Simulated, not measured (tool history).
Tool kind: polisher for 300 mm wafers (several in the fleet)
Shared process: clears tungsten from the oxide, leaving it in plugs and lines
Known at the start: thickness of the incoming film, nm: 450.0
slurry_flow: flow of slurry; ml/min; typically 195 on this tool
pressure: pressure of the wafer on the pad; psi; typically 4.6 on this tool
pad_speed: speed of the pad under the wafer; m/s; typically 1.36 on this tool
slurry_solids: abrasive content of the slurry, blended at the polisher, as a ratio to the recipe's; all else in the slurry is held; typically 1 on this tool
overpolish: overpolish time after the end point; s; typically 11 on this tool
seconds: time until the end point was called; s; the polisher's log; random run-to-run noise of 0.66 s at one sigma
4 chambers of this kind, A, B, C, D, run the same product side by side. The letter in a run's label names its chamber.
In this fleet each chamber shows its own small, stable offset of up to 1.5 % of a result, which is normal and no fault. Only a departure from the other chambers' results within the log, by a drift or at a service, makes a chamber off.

run	hour	slurry_flow	pressure	pad_speed	slurry_solids	overpolish	seconds
1B	5.0	195	4.6	1.36	1	11	63.128
# hour 7.7: chamber C: slurry tank refilled with fresh slurry and peroxide
2D	12.4	195	4.6	1.36	1	11	63.159
3A	20.5	195	4.6	1.36	1	11	63.829
4C	29.6	195	4.6	1.36	1	11	63.023
5A	35.3	195	4.6	1.36	1	11	64.261
# hour 36.0: chamber C: worn pad replaced by a new one
6C	42.3	195	4.6	1.36	1	11	63.617
7B	49.2	195	4.6	1.36	1	11	64.590
# hour 54.5: chamber D: slurry tank refilled with fresh slurry and peroxide
8D	58.2	195	4.6	1.36	1	11	63.572
# hour 59.0: chamber B: worn pad replaced by a new one
9C	65.2	195	4.6	1.36	1	11	63.208
# hour 70.9: chamber C: head pressure recalibrated
10D	70.9	195	4.6	1.36	1	11	63.811
11A	79.0	195	4.6	1.36	1	11	63.197
12B	85.1	195	4.6	1.36	1	11	65.489
# hour 87.8: chamber A: slurry blender recalibrated
13A	94.4	195	4.6	1.36	1	11	64.615
# hour 99.6: chamber B: slurry blender recalibrated
14C	103.0	195	5.7	1.18	1	11	58.888
# hour 110.4: chamber A: worn pad replaced by a new one
15B	111.0	195	5.7	1.18	1	11	62.058
# hour 111.2: chamber A: head pressure recalibrated
16D	118.6	195	5.7	1.18	1	11	58.757
17C	127.9	195	5.7	1.18	1	11	59.042
# hour 130.7: chamber D: slurry tank refilled with fresh slurry and peroxide
18A	135.4	195	4.6	1.36	1	7	63.541
19D	144.2	195	4.6	1.36	1	7	62.544
# hour 145.5: chamber B: worn pad replaced by a new one
20B	150.8	195	4.6	1.36	1	7	68.715
21C	155.3	195	4.6	1.36	1	7	63.065
22B	164.1	195	4.6	1.36	1	11	70.023
23D	168.5	195	4.6	1.36	1	11	64.704
24A	175.1	195	4.6	1.36	1	11	63.550
25B	182.2	195	4.6	1.36	1	11	71.050

Each of the 4 chambers runs these same settings next. Fill in every chamber's results:
26A	189.3	195	4.6	1.36	1	11	?
26B	189.3	195	4.6	1.36	1	11	?
26C	189.3	195	4.6	1.36	1	11	?
26D	189.3	195	4.6	1.36	1	11	?

run	seconds
26A	64.070
26B	71.719
26C	63.588
26D	63.354
